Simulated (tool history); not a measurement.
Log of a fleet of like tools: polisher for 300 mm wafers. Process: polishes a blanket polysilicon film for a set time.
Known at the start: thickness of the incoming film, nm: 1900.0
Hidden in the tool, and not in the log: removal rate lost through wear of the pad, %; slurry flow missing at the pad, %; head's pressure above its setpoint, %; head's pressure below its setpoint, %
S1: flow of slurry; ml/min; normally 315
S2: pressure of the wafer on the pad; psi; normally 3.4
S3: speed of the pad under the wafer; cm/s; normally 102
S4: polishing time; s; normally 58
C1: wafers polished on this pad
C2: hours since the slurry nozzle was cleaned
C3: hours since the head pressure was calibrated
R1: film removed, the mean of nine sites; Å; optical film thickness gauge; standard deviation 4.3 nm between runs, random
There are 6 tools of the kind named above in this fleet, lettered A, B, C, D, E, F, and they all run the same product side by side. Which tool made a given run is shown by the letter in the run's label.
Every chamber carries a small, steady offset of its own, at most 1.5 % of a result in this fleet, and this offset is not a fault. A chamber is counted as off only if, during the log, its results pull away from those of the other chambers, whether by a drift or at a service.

run,hour,S1,S2,S3,S4,C1,C2,C3,R1
# hour 3.5: chamber E: worn pad replaced by a new one
# hour 4.4: chamber D: slurry nozzle cleaned
1B,5.8,315,3.4,102,58,440,17.6,1051.1,5072.4
2F,9.9,315,3.4,102,58,208,720.5,152.8,5108.4
3D,14.2,315,3.4,102,58,551,9.8,694.0,5035.8
# hour 17.7: chamber A: slurry nozzle cleaned
4E,18.1,315,3.4,102,58,146,148.5,451.7,5115.5
5A,23.6,315,3.4,102,58,517,6.0,280.3,4944.4
# hour 25.5: chamber F: slurry nozzle cleaned
6C,29.0,315,3.4,102,58,457,512.1,589.5,5008.6
7B,35.0,280,3.4,134,58,733,46.8,1080.3,6555.8
8A,38.9,280,3.4,134,58,671,21.3,295.6,6407.6
9F,43.5,280,3.4,134,58,546,18.1,186.4,6617.5
# hour 45.8: chamber D: worn pad replaced by a new one
10C,47.7,280,3.4,134,58,645,530.8,608.2,6329.0
11D,51.3,280,3.4,134,58,56,46.9,731.1,6465.7
# hour 55.5: chamber C: worn pad replaced by a new one
12E,57.2,280,3.4,134,58,539,187.6,490.8,6519.0
# hour 61.1: chamber A: worn pad replaced by a new one
13F,61.4,315,3.4,102,58,725,36.0,204.3,5171.4
14C,67.0,315,3.4,102,58,116,550.1,627.5,4989.6
15A,72.5,315,3.4,102,58,115,54.9,329.2,5022.8
16E,76.9,315,3.4,102,58,737,207.3,510.5,5174.7
# hour 77.4: chamber B: worn pad replaced by a new one
17D,81.8,315,3.4,102,58,362,77.4,761.6,4985.4
# hour 84.4: chamber E: worn pad replaced by a new one
18B,84.8,315,3.4,102,58,74,96.6,1130.1,5092.5
19B,89.7,315,3.4,102,58,123,101.5,1135.0,5139.0
20D,94.0,315,3.4,102,58,484,89.6,773.8,5023.5
21F,96.6,315,3.4,102,58,1079,71.2,239.5,5350.7
# hour 96.7: chamber D: head pressure recalibrated
22A,100.0,315,3.4,102,58,391,82.4,356.7,5068.0
# hour 103.4: chamber F: worn pad replaced by a new one
23C,105.5,315,3.4,102,58,502,588.6,666.0,4914.2
24E,109.3,315,3.4,102,58,250,239.7,542.9,5120.1
# hour 112.5: chamber C: head pressure recalibrated
25D,113.4,315,3.4,102,58,679,109.0,16.8,4978.8
26E,116.8,315,3.4,102,58,325,247.2,550.4,4985.2
# hour 117.1: chamber B: head pressure recalibrated
27A,121.6,265,3.4,102,58,607,104.0,378.3,4906.1
# hour 124.3: chamber D: worn pad replaced by a new one
28C,126.2,265,3.4,102,58,710,609.3,13.8,4800.2
# hour 126.4: chamber C: worn pad replaced by a new one
29B,130.3,265,3.4,102,58,531,142.1,13.3,5024.1
30F,133.2,265,3.4,102,58,300,107.8,276.1,5364.5
31E,136.7,265,3.4,102,58,525,267.1,570.3,5005.2
32C,140.3,265,3.4,102,58,139,623.4,27.9,4919.2
33F,144.1,315,3.4,68,58,409,118.7,287.0,3688.0
34A,148.9,315,3.4,68,58,882,131.3,405.6,3393.4
35B,152.2,315,3.4,68,58,751,164.0,35.2,3388.5
36D,155.9,315,3.4,68,58,317,151.5,59.3,3287.6
# hour 158.2: chamber A: worn pad replaced by a new one
37E,159.9,315,3.4,68,58,758,290.3,593.5,3434.7
38F,163.6,315,3.4,68,58,605,138.2,306.5,3704.6
39D,167.4,315,3.4,102,58,432,163.0,70.8,4970.6
40A,170.4,315,3.4,102,58,122,152.8,427.1,4997.1
41C,173.8,315,3.4,102,58,476,656.9,61.4,4896.1
42B,179.2,315,3.4,102,58,1022,191.0,62.2,5143.9
43F,182.7,315,3.4,102,58,796,157.3,325.6,5641.7

All 6 chambers run these settings next. Forecast each chamber's results:
44A,187.0,315,3.4,102,71,,,,?
44B,187.0,315,3.4,102,71,,,,?
44C,187.0,315,3.4,102,71,,,,?
44D,187.0,315,3.4,102,71,,,,?
44E,187.0,315,3.4,102,71,,,,?
44F,187.0,315,3.4,102,71,,,,?

run,R1
44A,6060.4
44B,6261.7
44C,6044.0
44D,6192.6
44E,6172.0
44F,6772.3
